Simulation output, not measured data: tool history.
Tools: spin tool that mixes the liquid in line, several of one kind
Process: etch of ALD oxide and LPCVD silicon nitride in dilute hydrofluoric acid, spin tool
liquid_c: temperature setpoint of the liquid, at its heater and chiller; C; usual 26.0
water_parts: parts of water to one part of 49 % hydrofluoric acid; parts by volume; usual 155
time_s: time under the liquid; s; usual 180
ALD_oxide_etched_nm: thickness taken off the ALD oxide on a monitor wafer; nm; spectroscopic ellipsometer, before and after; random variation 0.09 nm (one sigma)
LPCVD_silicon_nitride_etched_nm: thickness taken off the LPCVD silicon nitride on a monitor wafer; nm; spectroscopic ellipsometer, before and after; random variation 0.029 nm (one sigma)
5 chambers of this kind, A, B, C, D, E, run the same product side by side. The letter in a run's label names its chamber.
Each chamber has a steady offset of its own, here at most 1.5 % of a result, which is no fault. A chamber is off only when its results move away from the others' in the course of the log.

run,hour,liquid_c,water_parts,time_s,hours since the thermometer was replaced,hours since the hydrofluoric acid flow meter was replaced,"read-back film thickness of the ALD oxide reference wafer, read on the same gauge (nm)","read-back film thickness of the LPCVD silicon nitride reference wafer, read on the same gauge (nm)",ALD_oxide_etched_nm,LPCVD_silicon_nitride_etched_nm
1D,3.7,26.0,155,180,2114.8,1372.0,100.010,140.00,28.171,0.70144
2E,8.8,26.0,155,180,819.9,54.0,99.997,140.03,28.080,0.71260
3C,14.4,26.0,155,180,1604.9,437.7,100.000,139.99,27.791,0.66229
4B,20.0,26.0,155,180,354.5,549.9,99.995,139.97,27.705,0.69988
5A,24.3,26.0,155,180,215.9,444.0,100.020,140.01,28.003,0.70448
6C,27.1,31.0,155,95,1617.6,450.4,99.975,139.98,17.636,0.50163
# hour 28.8: chamber D: thermometer replaced
7D,31.4,31.0,155,95,2.7,1399.7,100.020,140.00,17.853,0.54689
8E,34.9,31.0,155,95,846.0,80.1,100.010,140.02,17.859,0.50095
9B,38.8,31.0,155,95,373.3,568.7,100.020,139.96,17.452,0.50771
10A,43.1,31.0,155,95,234.7,462.8,100.010,139.97,17.711,0.49139
11E,47.0,26.0,155,180,858.1,92.2,99.995,139.98,28.313,0.68938
12A,52.8,26.0,155,180,244.4,472.5,100.000,140.02,28.183,0.74017
13C,58.8,26.0,155,110,1649.3,482.1,100.040,140.01,16.972,0.42681
14D,62.0,26.0,155,110,33.3,1430.3,99.992,139.99,17.231,0.38999
15B,65.1,26.0,155,110,399.6,595.0,99.966,140.00,16.964,0.43420
16D,67.9,26.0,155,110,39.2,1436.2,100.000,140.01,17.271,0.42003
17B,71.3,26.0,155,110,405.8,601.2,99.989,139.96,16.831,0.43315
18A,76.1,26.0,155,180,267.7,495.8,99.995,140.01,28.006,0.68860
19C,79.9,26.0,155,180,1670.4,503.2,100.010,140.01,27.876,0.64001
20E,83.2,26.0,155,180,894.3,128.4,99.982,140.01,28.203,0.66238
21C,86.9,22.0,155,180,1677.4,510.2,100.010,140.02,23.889,0.51377
22E,92.0,22.0,155,180,903.1,137.2,100.010,139.99,24.293,0.54783
23A,96.0,22.0,155,180,287.6,515.7,99.991,140.00,24.108,0.52698
24B,100.9,22.0,155,180,435.4,630.8,99.973,140.00,23.781,0.54088
25D,104.6,22.0,155,180,75.9,1472.9,100.020,140.01,24.044,0.54813
26C,108.5,30.5,155,130,1699.0,531.8,100.010,140.02,23.672,0.66531
27E,112.5,30.5,155,130,923.6,157.7,100.000,139.99,23.968,0.69724
28B,118.5,30.5,155,130,453.0,648.4,100.010,140.03,23.449,0.64073
29D,123.9,30.5,155,130,95.2,1492.2,99.996,140.00,24.004,0.64752
30A,127.7,30.5,155,130,319.3,547.4,99.996,140.02,23.847,0.62076
31C,132.1,26.0,155,180,1722.6,555.4,100.010,139.98,27.792,0.72724
32A,137.0,26.0,155,180,328.6,556.7,99.996,139.99,28.125,0.66207
33E,142.7,26.0,155,180,953.8,187.9,100.010,140.00,28.249,0.67333
34D,145.5,26.0,155,180,116.8,1513.8,100.040,140.00,28.258,0.70874
35B,149.6,26.0,155,180,484.1,679.5,99.990,140.04,27.590,0.62648
36C,155.4,26.0,155,180,1745.9,578.7,100.000,140.00,27.774,0.61175
37B,161.3,26.0,155,180,495.8,691.2,99.978,140.03,27.658,0.67792
38E,166.7,26.0,155,180,977.8,211.9,99.983,140.03,28.236,0.67941
39D,169.5,26.0,155,180,140.8,1537.8,99.987,139.98,28.126,0.67753
40A,174.5,26.0,155,180,366.1,594.2,100.020,140.01,28.133,0.66138
41C,178.0,26.0,155,180,1768.5,601.3,99.977,140.00,27.774,0.65774
42A,183.5,26.0,155,180,375.1,603.2,99.989,140.01,28.048,0.65000

All 5 chambers run these settings next. Forecast each chamber's results:
43A,187.8,26.0,155,180,,,,,?,?
43B,187.8,26.0,155,180,,,,,?,?
43C,187.8,26.0,155,180,,,,,?,?
43D,187.8,26.0,155,180,,,,,?,?
43E,187.8,26.0,155,180,,,,,?,?

run,ALD_oxide_etched_nm,LPCVD_silicon_nitride_etched_nm
43A,28.040,0.73397
43B,27.774,0.68105
43C,27.758,0.66834
43D,28.266,0.67434
43E,28.160,0.68461
